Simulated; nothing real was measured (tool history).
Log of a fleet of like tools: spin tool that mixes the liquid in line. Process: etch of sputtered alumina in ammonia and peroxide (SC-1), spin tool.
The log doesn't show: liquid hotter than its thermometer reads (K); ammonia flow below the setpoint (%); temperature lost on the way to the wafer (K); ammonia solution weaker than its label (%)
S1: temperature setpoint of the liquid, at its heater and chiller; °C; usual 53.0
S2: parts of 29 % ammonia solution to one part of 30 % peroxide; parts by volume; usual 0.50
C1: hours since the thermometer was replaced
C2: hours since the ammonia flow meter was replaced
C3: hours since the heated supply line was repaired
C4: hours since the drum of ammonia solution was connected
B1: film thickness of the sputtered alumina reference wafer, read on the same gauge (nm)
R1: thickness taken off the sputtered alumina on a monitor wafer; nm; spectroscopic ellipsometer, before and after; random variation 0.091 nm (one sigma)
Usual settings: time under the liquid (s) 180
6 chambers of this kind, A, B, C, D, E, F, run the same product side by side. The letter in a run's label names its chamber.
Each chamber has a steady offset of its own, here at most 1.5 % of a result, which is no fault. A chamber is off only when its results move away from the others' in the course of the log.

At hour 5.4: chamber D: new drum of ammonia solution connected.
Run 1C, hour 7.7: usual settings; C1 605.1; C2 985.0; C3 2094.0; C4 156.5; B1 50.015. Result: R1 16.674 nm.
Run 2E, hour 18.2: usual settings; C1 1633.7; C2 457.3; C3 1908.0; C4 33.6; B1 49.992. Result: R1 16.874 nm.
Run 3D, hour 23.7: usual settings; C1 491.0; C2 784.2; C3 749.9; C4 18.3; B1 49.980. Result: R1 17.183 nm.
Run 4F, hour 29.3: usual settings; C1 812.5; C2 915.3; C3 2221.9; C4 855.8; B1 49.948. Result: R1 16.879 nm.
At hour 34.4: chamber E: ammonia flow meter replaced.
Run 5A, hour 39.3: usual settings; C1 1261.2; C2 589.5; C3 1993.3; C4 67.9; B1 50.011. Result: R1 16.863 nm.
Run 6B, hour 49.4: usual settings; C1 2104.2; C2 868.9; C3 1054.2; C4 499.4; B1 49.997. Result: R1 17.037 nm.
Run 7D, hour 54.5: usual settings; C1 521.8; C2 815.0; C3 780.7; C4 49.1; B1 50.000. Result: R1 17.072 nm.
Run 8F, hour 61.4: usual settings; C1 844.6; C2 947.4; C3 2254.0; C4 887.9; B1 49.993. Result: R1 16.966 nm.
Run 9A, hour 72.6: usual settings; C1 1294.5; C2 622.8; C3 2026.6; C4 101.2; B1 49.980. Result: R1 16.933 nm.
Run 10E, hour 77.8: usual settings; C1 1693.3; C2 43.4; C3 1967.6; C4 93.2; B1 49.990. Result: R1 17.074 nm.
Run 11C, hour 86.6: usual settings; C1 684.0; C2 1063.9; C3 2172.9; C4 235.4; B1 50.003. Result: R1 16.692 nm.
Run 12B, hour 96.4: usual settings; C1 2151.2; C2 915.9; C3 1101.2; C4 546.4; B1 50.046. Result: R1 16.891 nm.
Run 13A, hour 102.3: usual settings but S2 0.70 parts by volume; C1 1324.2; C2 652.5; C3 2056.3; C4 130.9; B1 50.001. Result: R1 17.444 nm.
Run 14B, hour 112.9: usual settings but S2 0.70 parts by volume; C1 2167.7; C2 932.4; C3 1117.7; C4 562.9; B1 50.001. Result: R1 17.341 nm.
Run 15C, hour 121.3: usual settings but S2 0.70 parts by volume; C1 718.7; C2 1098.6; C3 2207.6; C4 270.1; B1 49.987. Result: R1 17.239 nm.
Run 16E, hour 127.4: usual settings but S2 0.70 parts by volume; C1 1742.9; C2 93.0; C3 2017.2; C4 142.8; B1 49.982. Result: R1 17.569 nm.
Run 17F, hour 136.7: usual settings but S2 0.70 parts by volume; C1 919.9; C2 1022.7; C3 2329.3; C4 963.2; B1 50.019. Result: R1 17.310 nm.
At hour 142.2: chamber F: new drum of ammonia solution connected.
At hour 144.2: chamber B: ammonia flow meter replaced.
Run 18D, hour 147.4: usual settings but S2 0.70 parts by volume; C1 614.7; C2 907.9; C3 873.6; C4 142.0; B1 50.006. Result: R1 17.775 nm.
At hour 153.2: chamber A: thermometer replaced.
Run 19E, hour 153.9: usual settings; C1 1769.4; C2 119.5; C3 2043.7; C4 169.3; B1 50.006. Result: R1 16.817 nm.
At hour 155.9: chamber C: new drum of ammonia solution connected.
Run 20F, hour 161.8: usual settings; C1 945.0; C2 1047.8; C3 2354.4; C4 19.7; B1 50.011. Result: R1 16.790 nm.
Run 21B, hour 166.8: usual settings but S1 59.5 °C, S2 0.35 parts by volume; C1 2221.6; C2 22.7; C3 1171.6; C4 616.8; B1 49.977. Result: R1 22.707 nm.
Run 22C, hour 177.2: usual settings but S1 59.5 °C, S2 0.35 parts by volume; C1 774.6; C2 1154.5; C3 2263.5; C4 21.3; B1 50.018. Result: R1 22.953 nm.
Run 23D, hour 183.7: usual settings but S1 59.5 °C, S2 0.35 parts by volume; C1 651.0; C2 944.2; C3 909.9; C4 178.3; B1 49.997. Result: R1 23.283 nm.
Run 24A, hour 192.3: usual settings but S1 59.5 °C, S2 0.35 parts by volume; C1 39.1; C2 742.5; C3 2146.3; C4 220.9; B1 50.007. Result: R1 22.957 nm.
Run 25B, hour 202.2: usual settings but S1 59.5 °C, S2 0.35 parts by volume; C1 2257.0; C2 58.1; C3 1207.0; C4 652.2; B1 49.994. Result: R1 22.749 nm.
Run 26F, hour 210.2: usual settings but S1 59.5 °C, S2 0.35 parts by volume; C1 993.4; C2 1096.2; C3 2402.8; C4 68.1; B1 49.994. Result: R1 23.198 nm.
Run 27C, hour 218.2: usual settings; C1 815.6; C2 1195.5; C3 2304.5; C4 62.3; B1 50.026. Result: R1 16.815 nm.
Run 28D, hour 225.4: usual settings; C1 692.7; C2 985.9; C3 951.6; C4 220.0; B1 50.004. Result: R1 17.165 nm.
Run 29A, hour 236.9: usual settings; C1 83.7; C2 787.1; C3 2190.9; C4 265.5; B1 50.014. Result: R1 16.929 nm.
Run 30E, hour 247.4: usual settings; C1 1862.9; C2 213.0; C3 2137.2; C4 262.8; B1 50.012. Result: R1 16.915 nm.
Run 31B, hour 256.1: usual settings; C1 2310.9; C2 112.0; C3 1260.9; C4 706.1; B1 50.006. Result: R1 16.547 nm.
Run 32E, hour 264.2: usual settings; C1 1879.7; C2 229.8; C3 2154.0; C4 279.6; B1 49.992. Result: R1 17.079 nm.
At hour 274.7: chamber A: new drum of ammonia solution connected.
Run 33A, hour 275.1: usual settings; C1 121.9; C2 825.3; C3 2229.1; C4 0.4; B1 50.001. Result: R1 16.972 nm.
Run 34D, hour 285.9: usual settings but S1 62.5 °C, S2 0.40 parts by volume; C1 753.2; C2 1046.4; C3 1012.1; C4 280.5; B1 49.996. Result: R1 27.390 nm.
Run 35C, hour 293.8: usual settings but S1 62.5 °C, S2 0.40 parts by volume; C1 891.2; C2 1271.1; C3 2380.1; C4 137.9; B1 49.980. Result: R1 26.886 nm.
Run 36F, hour 303.1: usual settings but S1 62.5 °C, S2 0.40 parts by volume; C1 1086.3; C2 1189.1; C3 2495.7; C4 161.0; B1 49.994. Result: R1 27.186 nm.
Run 37E, hour 314.6: usual settings but S1 62.5 °C, S2 0.40 parts by volume; C1 1930.1; C2 280.2; C3 2204.4; C4 330.0; B1 49.981. Result: R1 27.381 nm.

What goes on in this fleet: one chamber off, a drifting gauge, or nothing beyond the chambers' own small offsets? Name the chamber and the cause, if any.

Chamber B drifts away from the others.
Cause: temperature lost on the way to the wafer (K) = 0.71.
The log may not tell that from: liquid colder than its thermometer reads (K).

Here are 4 candidates for chamber B's next run, each the usual settings with a change, their results left as question marks. Which one brings its results back in line with what the others give on the usual settings?
In line means no further than this from the other chambers' mean on the usual settings: R1 0.320 nm
Run 38B-1, hour 322.8: usual settings but S1 53.5 °C, time under the liquid (s) 190. Result: R1 ?.
Run 38B-2, hour 322.8: usual settings but S2 0.70 parts by volume. Result: R1 ?.
Run 38B-3, hour 322.8: usual settings but time under the liquid (s) 175. Result: R1 ?.
Run 38B-4, hour 322.8: usual settings but S1 52.5 °C, time under the liquid (s) 170. Result: R1 ?.

The other chambers' mean on the usual settings: R1 16.923 nm
  run      R1
38B-1  17.680
38B-2  16.826
38B-3  15.850
38B-4  14.994
38B-2 brings the chamber back in line.
